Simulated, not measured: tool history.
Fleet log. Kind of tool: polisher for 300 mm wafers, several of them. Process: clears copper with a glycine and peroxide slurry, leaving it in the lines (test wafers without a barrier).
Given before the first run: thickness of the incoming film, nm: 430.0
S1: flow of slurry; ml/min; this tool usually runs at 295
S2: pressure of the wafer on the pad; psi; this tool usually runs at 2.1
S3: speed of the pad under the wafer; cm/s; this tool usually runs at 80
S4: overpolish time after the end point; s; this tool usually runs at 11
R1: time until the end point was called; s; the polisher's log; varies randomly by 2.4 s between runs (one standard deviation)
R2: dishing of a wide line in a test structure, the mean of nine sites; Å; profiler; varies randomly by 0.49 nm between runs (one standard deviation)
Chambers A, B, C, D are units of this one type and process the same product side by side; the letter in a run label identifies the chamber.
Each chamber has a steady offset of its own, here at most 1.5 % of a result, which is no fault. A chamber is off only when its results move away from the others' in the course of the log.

{"run": "1A", "hour": 8.9, "S1": 295, "S2": 2.1, "S3": 80, "S4": 11, "R1": 131.66, "R2": 270.79}
{"run": "2C", "hour": 14.0, "S1": 295, "S2": 2.1, "S3": 80, "S4": 11, "R1": 130.93, "R2": 261.17}
{"run": "3D", "hour": 22.7, "S1": 295, "S2": 2.1, "S3": 80, "S4": 11, "R1": 131.86, "R2": 261.15}
{"run": "4B", "hour": 29.1, "S1": 295, "S2": 2.1, "S3": 80, "S4": 11, "R1": 134.16, "R2": 272.73}
{"run": "5B", "hour": 38.0, "S1": 295, "S2": 2.1, "S3": 80, "S4": 11, "R1": 131.81, "R2": 258.41}
{"hour": 39.5, "done": "chamber C: worn pad replaced by a new one"}
{"run": "6A", "hour": 43.0, "S1": 370, "S2": 2.1, "S3": 68, "S4": 11, "R1": 142.5, "R2": 242.83}
{"run": "7C", "hour": 47.4, "S1": 370, "S2": 2.1, "S3": 68, "S4": 11, "R1": 143.5, "R2": 244.93}
{"run": "8D", "hour": 53.4, "S1": 370, "S2": 2.1, "S3": 68, "S4": 11, "R1": 143.81, "R2": 241.06}
{"hour": 59.5, "done": "chamber D: worn pad replaced by a new one"}
{"run": "9A", "hour": 60.4, "S1": 370, "S2": 2.1, "S3": 68, "S4": 11, "R1": 143.89, "R2": 246.26}
{"run": "10C", "hour": 64.2, "S1": 295, "S2": 2.1, "S3": 80, "S4": 11, "R1": 129.18, "R2": 261.69}
{"run": "11B", "hour": 68.5, "S1": 295, "S2": 2.1, "S3": 80, "S4": 11, "R1": 131.8, "R2": 264.7}
{"hour": 69.1, "done": "chamber A: head pressure recalibrated"}
{"run": "12D", "hour": 72.4, "S1": 295, "S2": 2.1, "S3": 80, "S4": 11, "R1": 131.47, "R2": 266.1}
{"run": "13B", "hour": 77.3, "S1": 295, "S2": 2.1, "S3": 80, "S4": 11, "R1": 133.94, "R2": 256.34}
{"run": "14D", "hour": 81.8, "S1": 295, "S2": 2.1, "S3": 80, "S4": 11, "R1": 129.56, "R2": 269.26}
{"run": "15C", "hour": 89.6, "S1": 295, "S2": 2.1, "S3": 80, "S4": 11, "R1": 133.4, "R2": 261.72}
{"run": "16A", "hour": 97.2, "S1": 295, "S2": 2.1, "S3": 80, "S4": 11, "R1": 128.0, "R2": 270.95}
{"run": "17A", "hour": 105.2, "S1": 295, "S2": 2.1, "S3": 80, "S4": 11, "R1": 127.69, "R2": 268.4}
{"hour": 106.9, "done": "chamber C: slurry nozzle cleaned"}
{"hour": 107.5, "done": "chamber B: head pressure recalibrated"}
{"hour": 110.9, "done": "chamber C: head pressure recalibrated"}
{"run": "18B", "hour": 110.9, "S1": 295, "S2": 2.1, "S3": 80, "S4": 11, "R1": 132.6, "R2": 259.17}
{"run": "19C", "hour": 116.2, "S1": 295, "S2": 2.1, "S3": 68, "S4": 11, "R1": 148.49, "R2": 238.32}
{"run": "20D", "hour": 122.1, "S1": 295, "S2": 2.1, "S3": 68, "S4": 11, "R1": 147.27, "R2": 238.68}
{"run": "21B", "hour": 126.9, "S1": 295, "S2": 2.1, "S3": 68, "S4": 11, "R1": 146.97, "R2": 239.9}
{"hour": 129.6, "done": "chamber C: worn pad replaced by a new one"}
{"run": "22C", "hour": 132.4, "S1": 295, "S2": 2.1, "S3": 68, "S4": 11, "R1": 144.27, "R2": 232.47}
{"hour": 133.4, "done": "chamber B: worn pad replaced by a new one"}
{"run": "23A", "hour": 140.6, "S1": 295, "S2": 2.1, "S3": 80, "S4": 11, "R1": 131.03, "R2": 266.96}
{"run": "24D", "hour": 148.8, "S1": 220, "S2": 2.1, "S3": 96, "S4": 11, "R1": 116.65, "R2": 291.69}
{"run": "25C", "hour": 154.0, "S1": 220, "S2": 2.1, "S3": 96, "S4": 11, "R1": 117.26, "R2": 293.24}
{"hour": 160.3, "done": "chamber D: worn pad replaced by a new one"}
{"run": "26B", "hour": 161.7, "S1": 220, "S2": 2.1, "S3": 96, "S4": 11, "R1": 119.3, "R2": 285.19}
{"run": "27A", "hour": 166.6, "S1": 220, "S2": 2.1, "S3": 96, "S4": 11, "R1": 118.22, "R2": 293.63}
{"run": "28D", "hour": 170.9, "S1": 295, "S2": 2.1, "S3": 80, "S4": 13, "R1": 128.53, "R2": 299.02}
{"run": "29C", "hour": 175.1, "S1": 295, "S2": 2.1, "S3": 80, "S4": 13, "R1": 129.34, "R2": 301.2}

Is one chamber off against the others, does the gauge drift, or is nothing wrong? If a chamber is off, say which, and what the likeliest cause is.

No chamber stands off beyond its own small offset, and the gauge holds steady.

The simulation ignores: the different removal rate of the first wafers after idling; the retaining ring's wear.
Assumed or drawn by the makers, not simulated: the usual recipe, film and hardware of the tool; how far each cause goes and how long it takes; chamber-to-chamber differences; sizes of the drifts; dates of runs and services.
